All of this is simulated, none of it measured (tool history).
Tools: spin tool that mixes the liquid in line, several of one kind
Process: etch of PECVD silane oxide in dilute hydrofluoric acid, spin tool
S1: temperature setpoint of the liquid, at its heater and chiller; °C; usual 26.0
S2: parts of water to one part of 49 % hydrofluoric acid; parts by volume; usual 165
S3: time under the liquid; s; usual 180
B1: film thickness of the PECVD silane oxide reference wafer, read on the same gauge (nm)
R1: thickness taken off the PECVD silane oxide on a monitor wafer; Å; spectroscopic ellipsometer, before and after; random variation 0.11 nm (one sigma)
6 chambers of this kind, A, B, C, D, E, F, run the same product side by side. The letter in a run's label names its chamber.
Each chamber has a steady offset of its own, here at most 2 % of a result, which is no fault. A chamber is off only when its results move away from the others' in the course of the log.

{"run": "1C", "hour": 7.1, "S1": 26.0, "S2": 165, "S3": 180, "B1": 50.005, "R1": 158.57}
{"run": "2A", "hour": 15.6, "S1": 26.0, "S2": 165, "S3": 180, "B1": 49.997, "R1": 162.12}
{"run": "3D", "hour": 23.0, "S1": 26.0, "S2": 165, "S3": 180, "B1": 50.02, "R1": 166.43}
{"run": "4E", "hour": 33.3, "S1": 26.0, "S2": 165, "S3": 180, "B1": 50.005, "R1": 161.43}
{"run": "5B", "hour": 40.8, "S1": 26.0, "S2": 165, "S3": 180, "B1": 50.009, "R1": 165.42}
{"run": "6F", "hour": 50.2, "S1": 26.0, "S2": 165, "S3": 180, "B1": 50.017, "R1": 163.03}
{"run": "7D", "hour": 61.5, "S1": 26.0, "S2": 165, "S3": 180, "B1": 49.996, "R1": 162.75}
{"run": "8F", "hour": 68.7, "S1": 26.0, "S2": 165, "S3": 180, "B1": 49.984, "R1": 165.02}
{"run": "9C", "hour": 77.3, "S1": 26.0, "S2": 165, "S3": 180, "B1": 50.022, "R1": 159.67}
{"run": "10A", "hour": 83.9, "S1": 26.0, "S2": 165, "S3": 180, "B1": 50.0, "R1": 165.88}
{"run": "11E", "hour": 91.7, "S1": 26.0, "S2": 165, "S3": 180, "B1": 50.009, "R1": 162.87}
{"run": "12B", "hour": 100.8, "S1": 26.0, "S2": 165, "S3": 180, "B1": 50.015, "R1": 163.79}
{"run": "13D", "hour": 107.8, "S1": 28.0, "S2": 195, "S3": 180, "B1": 49.982, "R1": 145.63}
{"run": "14F", "hour": 114.1, "S1": 28.0, "S2": 195, "S3": 180, "B1": 49.997, "R1": 144.81}
{"hour": 117.2, "done": "chamber E: thermometer replaced"}
{"run": "15A", "hour": 121.5, "S1": 28.0, "S2": 195, "S3": 180, "B1": 49.99, "R1": 143.9}
{"run": "16E", "hour": 132.8, "S1": 28.0, "S2": 195, "S3": 180, "B1": 50.011, "R1": 143.69}
{"run": "17C", "hour": 141.5, "S1": 28.0, "S2": 195, "S3": 180, "B1": 50.021, "R1": 140.43}
{"run": "18B", "hour": 149.7, "S1": 28.0, "S2": 195, "S3": 180, "B1": 50.016, "R1": 145.67}
{"run": "19F", "hour": 160.5, "S1": 26.0, "S2": 165, "S3": 180, "B1": 50.018, "R1": 164.8}
{"run": "20D", "hour": 171.7, "S1": 26.0, "S2": 165, "S3": 180, "B1": 49.985, "R1": 162.32}
{"run": "21B", "hour": 182.3, "S1": 26.0, "S2": 165, "S3": 180, "B1": 49.996, "R1": 165.74}
{"run": "22C", "hour": 192.4, "S1": 26.0, "S2": 165, "S3": 180, "B1": 50.011, "R1": 160.59}
{"run": "23A", "hour": 203.4, "S1": 26.0, "S2": 165, "S3": 180, "B1": 50.004, "R1": 162.68}
{"run": "24E", "hour": 214.9, "S1": 26.0, "S2": 165, "S3": 180, "B1": 50.009, "R1": 164.59}
{"run": "25B", "hour": 221.6, "S1": 26.0, "S2": 165, "S3": 180, "B1": 50.011, "R1": 165.3}
{"run": "26A", "hour": 227.7, "S1": 26.0, "S2": 165, "S3": 180, "B1": 50.001, "R1": 164.85}
{"run": "27C", "hour": 233.5, "S1": 26.0, "S2": 165, "S3": 180, "B1": 49.999, "R1": 159.22}
{"run": "28F", "hour": 241.7, "S1": 26.0, "S2": 235, "S3": 180, "B1": 49.983, "R1": 107.05}
{"run": "29E", "hour": 252.8, "S1": 26.0, "S2": 235, "S3": 180, "B1": 49.987, "R1": 104.94}
{"run": "30D", "hour": 264.6, "S1": 26.0, "S2": 235, "S3": 180, "B1": 49.976, "R1": 104.93}
{"run": "31E", "hour": 270.7, "S1": 26.0, "S2": 235, "S3": 180, "B1": 50.029, "R1": 106.93}
{"hour": 279.5, "done": "chamber A: hydrofluoric acid flow meter replaced"}
{"run": "32C", "hour": 279.7, "S1": 26.0, "S2": 235, "S3": 180, "B1": 49.997, "R1": 105.02}
{"run": "33A", "hour": 291.0, "S1": 26.0, "S2": 235, "S3": 180, "B1": 50.003, "R1": 106.65}
{"run": "34B", "hour": 298.0, "S1": 26.0, "S2": 165, "S3": 180, "B1": 50.0, "R1": 165.64}
{"run": "35F", "hour": 309.3, "S1": 26.0, "S2": 165, "S3": 180, "B1": 50.033, "R1": 164.87}
{"run": "36D", "hour": 322.0, "S1": 26.0, "S2": 165, "S3": 180, "B1": 49.985, "R1": 156.22}
{"run": "37F", "hour": 327.8, "S1": 26.0, "S2": 165, "S3": 180, "B1": 50.008, "R1": 165.6}

What goes on in this fleet: one chamber off, a drifting gauge, or nothing beyond the chambers' own small offsets? Name the chamber and the cause, if any.

Chamber D drifts away from the others.
Cause: liquid colder than its thermometer reads (K) = 1.16.
The log may not tell that from: hydrofluoric acid flow below the setpoint (%).

Here are 4 candidates for chamber D's next run, each the usual settings with a change, their results left as question marks. Which one brings its results back in line with what the others give on the usual settings?
In line means no further than this from the other chambers' mean on the usual settings: R1 3.70 Å
{"run": "38D-1", "hour": 337.2, "S1": 26.0, "S2": 155, "S3": 180, "R1": "?"}
{"run": "38D-2", "hour": 337.2, "S1": 27.0, "S2": 165, "S3": 180, "R1": "?"}
{"run": "38D-3", "hour": 337.2, "S1": 26.0, "S2": 165, "S3": 175, "R1": "?"}
{"run": "38D-4", "hour": 337.2, "S1": 24.0, "S2": 165, "S3": 180, "R1": "?"}

The other chambers' mean on the usual settings: R1 163.44 Å
run=38D-1 R1=170.37
run=38D-2 R1=164.35
run=38D-3 R1=153.99
run=38D-4 R1=146.99
38D-2 brings the chamber back in line.

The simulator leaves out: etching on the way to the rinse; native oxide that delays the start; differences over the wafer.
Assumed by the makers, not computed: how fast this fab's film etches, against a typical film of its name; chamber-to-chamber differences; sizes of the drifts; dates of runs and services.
